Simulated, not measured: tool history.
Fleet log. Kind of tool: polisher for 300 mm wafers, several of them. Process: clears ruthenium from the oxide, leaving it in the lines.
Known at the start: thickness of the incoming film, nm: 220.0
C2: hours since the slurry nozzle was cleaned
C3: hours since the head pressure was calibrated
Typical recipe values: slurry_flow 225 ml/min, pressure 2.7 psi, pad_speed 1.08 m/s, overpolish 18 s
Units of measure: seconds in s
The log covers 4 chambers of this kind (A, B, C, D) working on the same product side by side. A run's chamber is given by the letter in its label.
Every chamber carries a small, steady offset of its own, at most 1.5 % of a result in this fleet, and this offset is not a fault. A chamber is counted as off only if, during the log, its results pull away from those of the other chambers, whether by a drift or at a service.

{"run": "1D", "day": 0.317, "slurry_flow": 225, "pressure": 2.7, "pad_speed": 1.08, "overpolish": 18, "wafers polished on this pad": 371, "C2": 185.2, "C3": 588.7, "seconds": 131.12}
{"day": 0.354, "done": "chamber A: slurry nozzle cleaned"}
{"run": "2B", "day": 0.7, "slurry_flow": 225, "pressure": 2.7, "pad_speed": 1.08, "overpolish": 18, "wafers polished on this pad": 110, "C2": 276.5, "C3": 1239.3, "seconds": 135.2}
{"run": "3A", "day": 0.954, "slurry_flow": 225, "pressure": 2.7, "pad_speed": 1.08, "overpolish": 18, "wafers polished on this pad": 230, "C2": 14.4, "C3": 74.2, "seconds": 131.31}
{"day": 0.992, "done": "chamber C: slurry nozzle cleaned"}
{"run": "4C", "day": 1.304, "slurry_flow": 225, "pressure": 2.7, "pad_speed": 1.08, "overpolish": 18, "wafers polished on this pad": 674, "C2": 7.5, "C3": 669.2, "seconds": 131.12}
{"run": "5B", "day": 1.583, "slurry_flow": 225, "pressure": 2.7, "pad_speed": 1.08, "overpolish": 18, "wafers polished on this pad": 217, "C2": 297.7, "C3": 1260.5, "seconds": 132.45}
{"run": "6A", "day": 1.775, "slurry_flow": 225, "pressure": 2.7, "pad_speed": 1.08, "overpolish": 18, "wafers polished on this pad": 330, "C2": 34.1, "C3": 93.9, "seconds": 134.94}
{"run": "7D", "day": 2.017, "slurry_flow": 225, "pressure": 2.7, "pad_speed": 1.08, "overpolish": 18, "wafers polished on this pad": 577, "C2": 226.0, "C3": 629.5, "seconds": 132.01}
{"run": "8C", "day": 2.212, "slurry_flow": 225, "pressure": 2.7, "pad_speed": 1.08, "overpolish": 18, "wafers polished on this pad": 784, "C2": 29.3, "C3": 691.0, "seconds": 133.34}
{"day": 2.471, "done": "chamber D: worn pad replaced by a new one"}
{"run": "9D", "day": 2.542, "slurry_flow": 225, "pressure": 2.7, "pad_speed": 1.08, "overpolish": 18, "wafers polished on this pad": 9, "C2": 238.6, "C3": 642.1, "seconds": 131.84}
{"run": "10A", "day": 2.908, "slurry_flow": 225, "pressure": 2.7, "pad_speed": 1.08, "overpolish": 18, "wafers polished on this pad": 468, "C2": 61.3, "C3": 121.1, "seconds": 134.84}
{"day": 2.971, "done": "chamber D: head pressure recalibrated"}
{"run": "11B", "day": 3.283, "slurry_flow": 225, "pressure": 2.7, "pad_speed": 1.08, "overpolish": 18, "wafers polished on this pad": 424, "C2": 338.5, "C3": 1301.3, "seconds": 131.96}
{"run": "12C", "day": 3.538, "slurry_flow": 225, "pressure": 2.7, "pad_speed": 1.08, "overpolish": 18, "wafers polished on this pad": 945, "C2": 61.1, "C3": 722.8, "seconds": 130.01}
{"day": 3.562, "done": "chamber B: slurry nozzle cleaned"}
{"run": "13C", "day": 3.896, "slurry_flow": 225, "pressure": 2.7, "pad_speed": 0.86, "overpolish": 18, "wafers polished on this pad": 989, "C2": 69.7, "C3": 731.4, "seconds": 166.42}
{"run": "14B", "day": 4.267, "slurry_flow": 225, "pressure": 2.7, "pad_speed": 0.86, "overpolish": 18, "wafers polished on this pad": 543, "C2": 16.9, "C3": 1324.9, "seconds": 168.7}
{"day": 4.512, "done": "chamber B: worn pad replaced by a new one"}
{"run": "15A", "day": 4.546, "slurry_flow": 225, "pressure": 2.7, "pad_speed": 0.86, "overpolish": 18, "wafers polished on this pad": 667, "C2": 100.6, "C3": 160.4, "seconds": 168.08}
{"day": 4.754, "done": "chamber C: worn pad replaced by a new one"}
{"run": "16D", "day": 4.875, "slurry_flow": 225, "pressure": 2.7, "pad_speed": 0.86, "overpolish": 18, "wafers polished on this pad": 292, "C2": 294.6, "C3": 45.7, "seconds": 168.79}
{"day": 4.917, "done": "chamber B: head pressure recalibrated"}
{"run": "17B", "day": 5.258, "slurry_flow": 225, "pressure": 2.7, "pad_speed": 1.08, "overpolish": 18, "wafers polished on this pad": 91, "C2": 40.7, "C3": 8.2, "seconds": 148.29}
{"run": "18D", "day": 5.621, "slurry_flow": 225, "pressure": 2.7, "pad_speed": 1.08, "overpolish": 18, "wafers polished on this pad": 383, "C2": 312.5, "C3": 63.6, "seconds": 134.13}
{"run": "19A", "day": 5.912, "slurry_flow": 225, "pressure": 2.7, "pad_speed": 1.08, "overpolish": 18, "wafers polished on this pad": 834, "C2": 133.4, "C3": 193.2, "seconds": 132.59}
{"run": "20C", "day": 6.112, "slurry_flow": 225, "pressure": 2.7, "pad_speed": 1.08, "overpolish": 18, "wafers polished on this pad": 165, "C2": 122.9, "C3": 784.6, "seconds": 133.11}
{"day": 6.2, "done": "chamber D: slurry nozzle cleaned"}
{"run": "21D", "day": 6.446, "slurry_flow": 225, "pressure": 2.7, "pad_speed": 1.08, "overpolish": 18, "wafers polished on this pad": 483, "C2": 6.0, "C3": 83.4, "seconds": 132.36}
{"run": "22A", "day": 6.708, "slurry_flow": 225, "pressure": 2.7, "pad_speed": 1.08, "overpolish": 18, "wafers polished on this pad": 930, "C2": 152.5, "C3": 212.3, "seconds": 132.62}
{"day": 6.817, "done": "chamber C: head pressure recalibrated"}
{"run": "23B", "day": 6.958, "slurry_flow": 225, "pressure": 2.7, "pad_speed": 1.08, "overpolish": 18, "wafers polished on this pad": 297, "C2": 81.5, "C3": 49.0, "seconds": 155.64}
{"run": "24C", "day": 7.225, "slurry_flow": 225, "pressure": 2.7, "pad_speed": 1.08, "overpolish": 18, "wafers polished on this pad": 300, "C2": 149.6, "C3": 9.8, "seconds": 129.13}
{"run": "25D", "day": 7.483, "slurry_flow": 225, "pressure": 2.7, "pad_speed": 1.08, "overpolish": 18, "wafers polished on this pad": 610, "C2": 30.9, "C3": 108.3, "seconds": 129.5}
{"run": "26A", "day": 7.821, "slurry_flow": 225, "pressure": 2.7, "pad_speed": 1.08, "overpolish": 18, "wafers polished on this pad": 1066, "C2": 179.2, "C3": 239.0, "seconds": 129.48}
{"run": "27C", "day": 8.196, "slurry_flow": 225, "pressure": 2.7, "pad_speed": 1.08, "overpolish": 18, "wafers polished on this pad": 418, "C2": 172.9, "C3": 33.1, "seconds": 131.71}
{"day": 8.242, "done": "chamber D: worn pad replaced by a new one"}
{"run": "28B", "day": 8.521, "slurry_flow": 155, "pressure": 2.7, "pad_speed": 1.08, "overpolish": 10, "wafers polished on this pad": 488, "C2": 119.0, "C3": 86.5, "seconds": 160.24}
{"run": "29C", "day": 8.808, "slurry_flow": 155, "pressure": 2.7, "pad_speed": 1.08, "overpolish": 10, "wafers polished on this pad": 493, "C2": 187.6, "C3": 47.8, "seconds": 138.14}
{"run": "30A", "day": 9.088, "slurry_flow": 155, "pressure": 2.7, "pad_speed": 1.08, "overpolish": 10, "wafers polished on this pad": 1220, "C2": 209.6, "C3": 269.4, "seconds": 141.91}
{"day": 9.208, "done": "chamber A: worn pad replaced by a new one"}
{"day": 9.229, "done": "chamber B: worn pad replaced by a new one"}
{"run": "31B", "day": 9.454, "slurry_flow": 155, "pressure": 2.7, "pad_speed": 1.08, "overpolish": 10, "wafers polished on this pad": 27, "C2": 141.4, "C3": 108.9, "seconds": 160.39}
{"run": "32D", "day": 9.704, "slurry_flow": 225, "pressure": 2.7, "pad_speed": 1.4, "overpolish": 18, "wafers polished on this pad": 178, "C2": 84.2, "C3": 161.6, "seconds": 104.04}
{"run": "33B", "day": 10.05, "slurry_flow": 225, "pressure": 2.7, "pad_speed": 1.4, "overpolish": 18, "wafers polished on this pad": 99, "C2": 155.7, "C3": 123.2, "seconds": 117.3}
{"run": "34D", "day": 10.429, "slurry_flow": 225, "pressure": 2.7, "pad_speed": 1.4, "overpolish": 18, "wafers polished on this pad": 266, "C2": 101.6, "C3": 179.0, "seconds": 101.75}
{"run": "35C", "day": 10.817, "slurry_flow": 225, "pressure": 2.7, "pad_speed": 1.4, "overpolish": 18, "wafers polished on this pad": 737, "C2": 235.8, "C3": 96.0, "seconds": 101.73}
{"run": "36A", "day": 11.05, "slurry_flow": 225, "pressure": 2.7, "pad_speed": 1.08, "overpolish": 18, "wafers polished on this pad": 224, "C2": 256.7, "C3": 316.5, "seconds": 131.54}
{"run": "37C", "day": 11.225, "slurry_flow": 225, "pressure": 2.7, "pad_speed": 1.08, "overpolish": 18, "wafers polished on this pad": 787, "C2": 245.6, "C3": 105.8, "seconds": 132.33}

Each of the 4 chambers runs these same settings next. Fill in every chamber's results:
{"run": "38A", "day": 11.5, "slurry_flow": 225, "pressure": 2.7, "pad_speed": 1.08, "overpolish": 18, "seconds": "?"}
{"run": "38B", "day": 11.5, "slurry_flow": 225, "pressure": 2.7, "pad_speed": 1.08, "overpolish": 18, "seconds": "?"}
{"run": "38C", "day": 11.5, "slurry_flow": 225, "pressure": 2.7, "pad_speed": 1.08, "overpolish": 18, "seconds": "?"}
{"run": "38D", "day": 11.5, "slurry_flow": 225, "pressure": 2.7, "pad_speed": 1.08, "overpolish": 18, "seconds": "?"}

run=38A seconds=131.33
run=38B seconds=150.75
run=38C seconds=134.38
run=38D seconds=131.18
